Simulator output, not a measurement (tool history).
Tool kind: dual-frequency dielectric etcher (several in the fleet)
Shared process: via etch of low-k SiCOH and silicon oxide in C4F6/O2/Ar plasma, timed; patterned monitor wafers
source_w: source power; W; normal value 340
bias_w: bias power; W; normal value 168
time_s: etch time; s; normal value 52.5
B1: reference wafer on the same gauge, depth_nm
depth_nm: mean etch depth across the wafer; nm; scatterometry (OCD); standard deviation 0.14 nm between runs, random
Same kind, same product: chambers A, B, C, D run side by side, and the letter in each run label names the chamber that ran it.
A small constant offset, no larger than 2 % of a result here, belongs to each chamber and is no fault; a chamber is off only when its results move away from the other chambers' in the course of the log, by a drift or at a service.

Run 1B, hour 5.6: usual settings; B1 109.98. Result: depth_nm 135.380 nm.
Run 2A, hour 9.6: usual settings; B1 109.97. Result: depth_nm 132.650 nm.
Run 3D, hour 14.3: usual settings; B1 109.98. Result: depth_nm 134.100 nm.
Run 4C, hour 18.3: usual settings; B1 109.99. Result: depth_nm 134.370 nm.
Run 5D, hour 25.0: usual settings; B1 109.92. Result: depth_nm 134.300 nm.
Run 6A, hour 31.3: usual settings; B1 109.94. Result: depth_nm 132.730 nm.
Run 7C, hour 38.9: usual settings; B1 109.91. Result: depth_nm 134.610 nm.
Run 8B, hour 43.9: usual settings; B1 109.89. Result: depth_nm 135.310 nm.
Run 9B, hour 49.8: usual settings; B1 109.88. Result: depth_nm 135.190 nm.
Run 10D, hour 53.9: usual settings; B1 109.89. Result: depth_nm 134.010 nm.
Run 11C, hour 59.5: usual settings but source_w 310 W; B1 109.86. Result: depth_nm 129.730 nm.
Run 12A, hour 64.7: usual settings but source_w 310 W; B1 109.83. Result: depth_nm 128.320 nm.
Run 13D, hour 69.9: usual settings but source_w 310 W; B1 109.82. Result: depth_nm 129.430 nm.
Run 14A, hour 77.9: usual settings but source_w 310 W; B1 109.81. Result: depth_nm 127.880 nm.
Run 15B, hour 83.2: usual settings but bias_w 199 W; B1 109.78. Result: depth_nm 142.950 nm.
Run 16C, hour 87.3: usual settings but bias_w 199 W; B1 109.77. Result: depth_nm 141.580 nm.
Run 17C, hour 94.8: usual settings but bias_w 199 W; B1 109.79. Result: depth_nm 142.130 nm.
Run 18D, hour 98.9: usual settings but bias_w 199 W; B1 109.77. Result: depth_nm 141.470 nm.
Run 19A, hour 103.1: usual settings; B1 109.71. Result: depth_nm 132.420 nm.
At hour 109.7: chamber B: wet clean of the chamber.
Run 20B, hour 110.6: usual settings; B1 109.76. Result: depth_nm 135.350 nm.
Run 21B, hour 117.9: usual settings; B1 109.70. Result: depth_nm 135.040 nm.
Run 22A, hour 125.9: usual settings; B1 109.71. Result: depth_nm 132.480 nm.
Run 23D, hour 130.9: usual settings; B1 109.67. Result: depth_nm 133.950 nm.
Run 24C, hour 138.2: usual settings but source_w 290 W, time_s 38.5 s; B1 109.69. Result: depth_nm 92.681 nm.
Run 25B, hour 142.1: usual settings but source_w 290 W, time_s 38.5 s; B1 109.64. Result: depth_nm 93.148 nm.
Run 26C, hour 146.1: usual settings but source_w 290 W, time_s 38.5 s; B1 109.65. Result: depth_nm 92.397 nm.
Run 27A, hour 151.0: usual settings but source_w 290 W, time_s 38.5 s; B1 109.62. Result: depth_nm 91.250 nm.
Run 28D, hour 159.1: usual settings; B1 109.65. Result: depth_nm 133.760 nm.
Run 29A, hour 163.0: usual settings; B1 109.64. Result: depth_nm 132.580 nm.
Run 30C, hour 167.2: usual settings; B1 109.61. Result: depth_nm 134.240 nm.
Run 31B, hour 175.0: usual settings; B1 109.61. Result: depth_nm 134.850 nm.
Run 32D, hour 182.9: usual settings; B1 109.58. Result: depth_nm 133.660 nm.
Run 33B, hour 187.6: usual settings; B1 109.57. Result: depth_nm 134.880 nm.
Run 34C, hour 193.9: usual settings; B1 109.54. Result: depth_nm 134.280 nm.

All chambers now run identical settings, listed one chamber a line with results as question marks. What results will each chamber show?
Run 35A, hour 199.7: usual settings but source_w 310 W. Result: depth_nm ?.
Run 35B, hour 199.7: usual settings but source_w 310 W. Result: depth_nm ?.
Run 35C, hour 199.7: usual settings but source_w 310 W. Result: depth_nm ?.
Run 35D, hour 199.7: usual settings but source_w 310 W. Result: depth_nm ?.

run  depth_nm
35A   127.720
35B   130.190
35C   129.200
35D   128.830

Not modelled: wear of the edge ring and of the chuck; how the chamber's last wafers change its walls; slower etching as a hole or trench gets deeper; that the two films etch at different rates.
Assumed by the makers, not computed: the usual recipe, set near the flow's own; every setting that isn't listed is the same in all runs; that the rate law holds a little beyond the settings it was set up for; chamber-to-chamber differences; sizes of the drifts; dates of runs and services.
